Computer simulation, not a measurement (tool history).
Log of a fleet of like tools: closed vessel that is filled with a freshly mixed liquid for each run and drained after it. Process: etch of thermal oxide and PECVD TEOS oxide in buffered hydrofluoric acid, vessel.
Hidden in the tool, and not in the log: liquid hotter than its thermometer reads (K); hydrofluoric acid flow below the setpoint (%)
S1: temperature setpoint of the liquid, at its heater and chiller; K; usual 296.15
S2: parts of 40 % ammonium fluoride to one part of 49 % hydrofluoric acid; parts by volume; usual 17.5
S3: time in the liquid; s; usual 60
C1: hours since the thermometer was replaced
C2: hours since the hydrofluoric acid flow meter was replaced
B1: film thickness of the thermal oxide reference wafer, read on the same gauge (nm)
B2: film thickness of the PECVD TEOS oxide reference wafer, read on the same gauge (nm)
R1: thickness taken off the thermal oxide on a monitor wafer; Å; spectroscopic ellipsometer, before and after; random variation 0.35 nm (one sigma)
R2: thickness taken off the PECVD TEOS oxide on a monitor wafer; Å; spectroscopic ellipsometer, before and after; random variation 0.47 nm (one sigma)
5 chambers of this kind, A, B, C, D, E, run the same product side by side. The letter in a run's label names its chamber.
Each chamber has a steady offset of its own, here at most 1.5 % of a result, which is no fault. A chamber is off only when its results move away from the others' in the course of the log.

run	day	S1	S2	S3	C1	C2	B1	B2	R1	R2
1E	0.342	296.15	17.5	60	830.7	965.8	59.988	129.96	377.64	610.04
2A	0.625	296.15	17.5	60	1050.8	1441	60.013	130	369.94	603.05
3D	0.875	296.15	17.5	60	1554.1	1108.2	60.008	130.05	379.8	598.63
# day 1.217: chamber D: thermometer replaced
4B	1.242	296.15	17.5	60	722	1947.1	59.953	130.04	381.61	597.18
5C	1.55	296.15	17.5	60	688	636.8	60.026	130	380.01	592.42
6E	1.888	296.15	17.5	60	867.8	1002.9	60.051	130.04	386.31	619.77
7D	2.15	296.15	17.5	60	22.5	1138.8	59.978	130.01	377.47	592.76
8C	2.333	296.15	17.5	60	706.8	655.6	59.988	130.03	372.96	592.92
9B	2.662	296.15	17.5	60	756.1	1981.2	59.992	130.02	375.47	599
10A	2.896	296.15	17.5	60	1105.3	1495.5	60.002	130.04	372.73	605.8
11A	3.162	296.15	17.5	60	1111.7	1501.9	59.991	129.99	368.58	600.91
12C	3.438	296.15	17.5	60	733.3	682.1	60.032	129.99	375.66	596.04
13D	3.696	296.15	17.5	60	59.6	1175.9	60.039	129.98	375.45	591.2
14B	3.942	296.15	17.5	60	786.8	2011.9	59.949	130	375.89	596.09
# day 4.142: chamber B: thermometer replaced
15E	4.317	296.15	17.5	60	926.1	1061.2	60.023	130	379.82	608.45
16A	4.592	296.15	17.5	60	1146	1536.2	60.015	129.98	371.57	605.25
17D	4.854	296.15	17.5	60	87.4	1203.7	60.015	129.98	375.57	605.23
18C	5.05	296.15	17.5	60	772	720.8	60.005	130.04	375.38	599.51
19B	5.321	296.15	17.5	60	28.3	2045	60.024	130.02	378.1	599.47
20E	5.642	296.15	17.5	60	957.9	1093	60.036	130.02	383.75	616.31
21E	5.912	296.15	17.5	60	964.4	1099.5	60.002	129.99	384.22	615.1
22B	6.2	296.15	17.5	60	49.4	2066.1	59.969	130	373.83	596.84
23C	6.496	296.15	17.5	60	806.7	755.5	60.047	129.99	375.87	604.15
24D	6.825	296.15	17.5	60	134.7	1251	60.007	130.02	373	606.79
25A	7.112	296.15	17.5	60	1206.5	1596.7	60.015	129.96	373.62	603.7
26B	7.325	296.15	17.5	60	76.4	2093.1	59.995	130	382.94	596.46
27C	7.633	296.15	17.5	60	834	782.8	60.019	130.01	375.73	589.93
28E	7.812	296.15	17.5	60	1010	1145.1	60.074	130.01	381.42	610.59
29D	8.033	296.15	17.5	60	163.7	1280	59.968	130.05	380.38	594.77
30A	8.229	298.65	21.5	60	1233.3	1623.5	59.964	129.99	354.61	577
31B	8.612	298.65	21.5	60	107.3	2124	60.01	129.99	358.57	570.48
32E	8.938	298.65	21.5	60	1037	1172.1	60.022	129.99	357.21	577.59
33C	9.3	298.65	21.5	60	874	822.8	59.98	130	357.61	580

Next, every chamber runs the same settings. What will each give?
34A	9.583	296.15	17.5	60					?	?
34B	9.583	296.15	17.5	60					?	?
34C	9.583	296.15	17.5	60					?	?
34D	9.583	296.15	17.5	60					?	?
34E	9.583	296.15	17.5	60					?	?

run	R1	R2
34A	372.32	599.61
34B	383.3	597.82
34C	371.84	600.77
34D	371.65	605.21
34E	382.5	612.9

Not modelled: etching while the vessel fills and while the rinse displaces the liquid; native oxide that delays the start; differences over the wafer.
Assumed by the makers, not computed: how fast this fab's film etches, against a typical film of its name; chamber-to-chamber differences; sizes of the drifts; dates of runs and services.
